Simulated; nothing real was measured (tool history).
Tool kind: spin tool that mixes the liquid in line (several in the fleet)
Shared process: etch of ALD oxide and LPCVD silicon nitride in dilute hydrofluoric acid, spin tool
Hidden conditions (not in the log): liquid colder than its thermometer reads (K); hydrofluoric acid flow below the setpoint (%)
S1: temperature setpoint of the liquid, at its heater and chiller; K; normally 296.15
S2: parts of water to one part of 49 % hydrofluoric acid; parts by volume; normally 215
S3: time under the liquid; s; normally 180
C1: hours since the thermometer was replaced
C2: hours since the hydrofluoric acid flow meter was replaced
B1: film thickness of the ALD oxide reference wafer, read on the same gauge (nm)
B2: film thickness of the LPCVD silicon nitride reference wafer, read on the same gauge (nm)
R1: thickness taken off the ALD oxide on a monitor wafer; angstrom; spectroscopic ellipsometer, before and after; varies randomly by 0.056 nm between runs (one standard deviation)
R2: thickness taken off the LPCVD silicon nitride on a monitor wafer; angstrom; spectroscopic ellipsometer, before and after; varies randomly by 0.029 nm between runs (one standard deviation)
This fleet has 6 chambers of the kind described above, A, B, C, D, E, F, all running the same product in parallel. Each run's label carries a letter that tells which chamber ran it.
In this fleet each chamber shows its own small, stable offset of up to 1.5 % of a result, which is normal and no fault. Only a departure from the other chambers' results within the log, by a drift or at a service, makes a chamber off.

run,day,S1,S2,S3,C1,C2,B1,B2,R1,R2
1F,0.617,296.15,215,180,1618.9,323.8,79.989,80.000,89.030,4.2233
2B,0.946,296.15,215,180,1094.7,644.6,79.996,80.002,88.635,4.9808
3A,1.375,296.15,215,180,64.4,241.2,80.003,79.987,89.348,4.3244
# day 1.942: chamber B: hydrofluoric acid flow meter replaced
4C,2.038,296.15,215,180,338.7,1126.3,79.989,79.997,88.618,4.7235
5D,2.588,301.15,215,180,672.6,103.5,79.983,79.967,104.500,5.7241
6E,3.225,301.15,215,180,383.8,1270.6,79.985,80.003,106.210,6.6279
7D,3.808,301.15,215,180,701.9,132.8,80.018,79.967,104.790,6.0470
8E,4.458,301.15,215,180,413.4,1300.2,80.002,80.015,105.870,5.6348
9C,5.054,301.15,215,180,411.1,1198.7,80.025,79.980,105.950,6.3019
10A,5.562,301.15,215,180,164.9,341.7,80.003,79.978,107.500,6.2726
11F,6.088,296.15,215,180,1750.2,455.1,80.005,80.004,88.832,4.4558
12B,6.596,293.65,215,180,1230.3,111.7,80.007,79.997,80.885,4.3582
13C,7.004,293.65,215,180,457.9,1245.5,79.984,79.973,80.212,3.9217
# day 7.142: chamber E: hydrofluoric acid flow meter replaced
# day 7.179: chamber E: thermometer replaced
14E,7.542,293.65,215,180,8.7,9.6,79.983,79.969,80.889,3.5296
15B,8.162,293.65,215,180,1267.9,149.3,79.986,79.980,81.484,3.3363
16F,8.821,293.65,215,180,1815.8,520.7,80.009,79.993,80.591,3.9156
17D,9.362,293.65,215,180,835.2,266.1,79.999,80.003,80.344,3.7170
18A,9.850,296.15,215,180,267.8,444.6,80.006,79.996,89.512,4.6873
19E,10.462,296.15,215,180,78.8,79.7,79.984,80.018,88.012,4.7852
20B,10.817,296.15,215,180,1331.6,213.0,80.012,79.975,89.040,4.4987
21D,11.433,296.15,215,180,884.9,315.8,79.999,79.984,88.371,4.7560
# day 11.750: chamber F: hydrofluoric acid flow meter replaced
22A,12.046,296.15,215,180,320.5,497.3,80.004,80.020,89.698,4.2989
23F,12.488,296.15,215,180,1903.8,17.7,80.004,79.993,88.160,4.4379
24C,12.954,296.15,215,180,600.7,1388.3,80.000,80.004,88.631,4.9333
25C,13.317,296.15,215,180,609.4,1397.0,80.001,80.017,88.127,4.5640
26A,13.642,296.15,215,180,358.8,535.6,79.995,80.017,89.627,4.4945
27F,14.017,299.65,215,230,1940.5,54.4,79.988,79.981,127.940,7.8521
28D,14.650,299.65,215,230,962.1,393.0,79.987,80.005,128.580,7.0052
# day 14.746: chamber C: hydrofluoric acid flow meter replaced
29E,15.142,299.65,215,230,191.1,192.0,80.023,80.013,128.600,7.3989
30B,15.525,299.65,215,230,1444.6,326.0,80.009,79.995,129.230,7.1858
31C,16.008,299.65,215,230,674.0,30.3,79.988,79.996,128.690,6.4985
32A,16.550,299.65,215,230,428.6,605.4,80.021,80.040,130.140,7.3596
33F,17.129,296.15,215,180,2015.2,129.1,80.009,80.020,88.459,4.2958
34B,17.558,296.15,215,180,1493.4,374.8,80.008,80.014,89.078,4.2657
35E,17.996,296.15,215,85,259.6,260.5,80.008,80.017,41.470,2.2429
36D,18.429,296.15,215,85,1052.8,483.7,80.009,79.986,41.599,2.1129
37F,18.829,296.15,215,85,2056.0,169.9,79.999,80.024,42.409,2.3473
38D,19.179,296.15,215,85,1070.8,501.7,79.992,80.021,41.950,2.0906
39A,19.842,296.15,215,85,507.6,684.4,79.996,79.990,42.057,2.0304
# day 20.308: chamber B: thermometer replaced
40B,20.479,296.15,215,85,4.1,444.9,79.990,80.018,41.742,2.1820
41E,20.900,296.15,215,180,329.3,330.2,80.005,79.975,88.807,4.3855

Has any chamber moved away from the others, gradually or after a service, or does the common gauge drift, or do the chambers differ only by their own small steady offsets? State the chamber and the most likely cause if one applies.

No chamber stands off beyond its own small offset, and the gauge holds steady.
